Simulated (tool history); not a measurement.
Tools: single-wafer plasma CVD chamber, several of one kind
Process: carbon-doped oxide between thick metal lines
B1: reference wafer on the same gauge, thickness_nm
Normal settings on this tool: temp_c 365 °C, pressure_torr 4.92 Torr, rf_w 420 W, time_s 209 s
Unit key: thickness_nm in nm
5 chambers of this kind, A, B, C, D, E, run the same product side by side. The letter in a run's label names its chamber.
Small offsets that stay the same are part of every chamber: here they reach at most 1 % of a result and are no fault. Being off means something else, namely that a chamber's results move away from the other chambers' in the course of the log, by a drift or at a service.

run 1C hour=2.5 | temp_c=365 pressure_torr=4.92 rf_w=420 time_s=209 | B1=1051.2 | thickness_nm=896.33
run 2B hour=4.5 | temp_c=365 pressure_torr=4.92 rf_w=420 time_s=209 | B1=1051.7 | thickness_nm=899.19
run 3D hour=6.7 | temp_c=365 pressure_torr=4.92 rf_w=420 time_s=209 | B1=1051 | thickness_nm=892.14
run 4A hour=9.8 | temp_c=365 pressure_torr=4.92 rf_w=420 time_s=209 | B1=1050.7 | thickness_nm=893.79
run 5E hour=12.4 | temp_c=365 pressure_torr=4.92 rf_w=420 time_s=209 | B1=1050.7 | thickness_nm=911.23
run 6C hour=15.7 | temp_c=365 pressure_torr=4.92 rf_w=420 time_s=209 | B1=1051.1 | thickness_nm=896.56
run 7D hour=18.9 | temp_c=365 pressure_torr=4.92 rf_w=420 time_s=209 | B1=1050.5 | thickness_nm=899.1
run 8A hour=21.9 | temp_c=365 pressure_torr=4.92 rf_w=420 time_s=209 | B1=1050.4 | thickness_nm=893.54
run 9E hour=23.9 | temp_c=365 pressure_torr=4.92 rf_w=420 time_s=209 | B1=1050.2 | thickness_nm=907.34
run 10B hour=26.6 | temp_c=365 pressure_torr=4.92 rf_w=420 time_s=209 | B1=1050.8 | thickness_nm=902.78
run 11A hour=30.9 | temp_c=365 pressure_torr=5.84 rf_w=385 time_s=209 | B1=1051.2 | thickness_nm=861.47
run 12C hour=34.5 | temp_c=365 pressure_torr=5.84 rf_w=385 time_s=209 | B1=1050.9 | thickness_nm=858.13
run 13B hour=37.2 | temp_c=365 pressure_torr=5.84 rf_w=385 time_s=209 | B1=1050.8 | thickness_nm=872.52
run 14E hour=40.9 | temp_c=365 pressure_torr=5.84 rf_w=385 time_s=209 | B1=1051.4 | thickness_nm=876.2
run 15D hour=44.4 | temp_c=365 pressure_torr=5.84 rf_w=385 time_s=209 | B1=1051.6 | thickness_nm=865
run 16E hour=46.6 | temp_c=365 pressure_torr=4.92 rf_w=355 time_s=169 | B1=1052 | thickness_nm=650.93
run 17D hour=50.2 | temp_c=365 pressure_torr=4.92 rf_w=355 time_s=169 | B1=1050.7 | thickness_nm=640.13
run 18A hour=54.6 | temp_c=365 pressure_torr=4.92 rf_w=355 time_s=169 | B1=1051.1 | thickness_nm=636.79
run 19C hour=57.7 | temp_c=365 pressure_torr=4.92 rf_w=355 time_s=169 | B1=1051 | thickness_nm=636.36
run 20B hour=59.8 | temp_c=365 pressure_torr=4.92 rf_w=355 time_s=169 | B1=1050.8 | thickness_nm=641.31
run 21E hour=62.8 | temp_c=365 pressure_torr=4.92 rf_w=420 time_s=209 | B1=1051.9 | thickness_nm=904.09
run 22C hour=65.4 | temp_c=365 pressure_torr=4.92 rf_w=420 time_s=209 | B1=1051.8 | thickness_nm=891.02
run 23B hour=68.1 | temp_c=365 pressure_torr=4.92 rf_w=420 time_s=209 | B1=1051 | thickness_nm=900.68
run 24D hour=71.7 | temp_c=365 pressure_torr=4.92 rf_w=420 time_s=209 | B1=1051.2 | thickness_nm=894.19
run 25A hour=76 | temp_c=365 pressure_torr=4.92 rf_w=420 time_s=209 | B1=1051 | thickness_nm=894.73
run 26E hour=79 | temp_c=365 pressure_torr=4.92 rf_w=420 time_s=209 | B1=1050.8 | thickness_nm=895.83
run 27A hour=81.7 | temp_c=365 pressure_torr=4.92 rf_w=420 time_s=209 | B1=1051.1 | thickness_nm=893.93
run 28C hour=85.5 | temp_c=365 pressure_torr=5.74 rf_w=420 time_s=209 | B1=1050.6 | thickness_nm=910.03
run 29B hour=89.4 | temp_c=365 pressure_torr=5.74 rf_w=420 time_s=209 | B1=1050.8 | thickness_nm=916.15
run 30D hour=91.7 | temp_c=365 pressure_torr=5.74 rf_w=420 time_s=209 | B1=1050.8 | thickness_nm=911.68
run 31A hour=95.5 | temp_c=365 pressure_torr=5.74 rf_w=420 time_s=209 | B1=1051.1 | thickness_nm=917.57
run 32B hour=98.4 | temp_c=365 pressure_torr=5.74 rf_w=420 time_s=209 | B1=1050.4 | thickness_nm=920.39
run 33D hour=100.6 | temp_c=365 pressure_torr=4.92 rf_w=420 time_s=209 | B1=1050.9 | thickness_nm=896.91
run 34C hour=104.4 | temp_c=365 pressure_torr=4.92 rf_w=420 time_s=209 | B1=1051 | thickness_nm=900.35
run 35E hour=107.8 | temp_c=365 pressure_torr=4.92 rf_w=420 time_s=209 | B1=1050 | thickness_nm=888.36
run 36E hour=111.6 | temp_c=365 pressure_torr=4.92 rf_w=420 time_s=209 | B1=1051.9 | thickness_nm=883.05
run 37C hour=113.6 | temp_c=365 pressure_torr=4.92 rf_w=420 time_s=209 | B1=1050.5 | thickness_nm=890.34
run 38D hour=117 | temp_c=365 pressure_torr=4.92 rf_w=420 time_s=209 | B1=1050.3 | thickness_nm=888.51
run 39B hour=120.8 | temp_c=365 pressure_torr=4.92 rf_w=420 time_s=209 | B1=1050.3 | thickness_nm=900.33
run 40A hour=124.8 | temp_c=365 pressure_torr=4.92 rf_w=420 time_s=227 | B1=1050.6 | thickness_nm=973.25

Next, all 5 chambers run the settings below, one line each with question marks for the results. What does each chamber give?
run 41A hour=127.9 | temp_c=365 pressure_torr=4.92 rf_w=420 time_s=209 | thickness_nm=?
run 41B hour=127.9 | temp_c=365 pressure_torr=4.92 rf_w=420 time_s=209 | thickness_nm=?
run 41C hour=127.9 | temp_c=365 pressure_torr=4.92 rf_w=420 time_s=209 | thickness_nm=?
run 41D hour=127.9 | temp_c=365 pressure_torr=4.92 rf_w=420 time_s=209 | thickness_nm=?
run 41E hour=127.9 | temp_c=365 pressure_torr=4.92 rf_w=420 time_s=209 | thickness_nm=?

run=41A thickness_nm=894.26
run=41B thickness_nm=902.54
run=41C thickness_nm=898.06
run=41D thickness_nm=899.73
run=41E thickness_nm=874.72

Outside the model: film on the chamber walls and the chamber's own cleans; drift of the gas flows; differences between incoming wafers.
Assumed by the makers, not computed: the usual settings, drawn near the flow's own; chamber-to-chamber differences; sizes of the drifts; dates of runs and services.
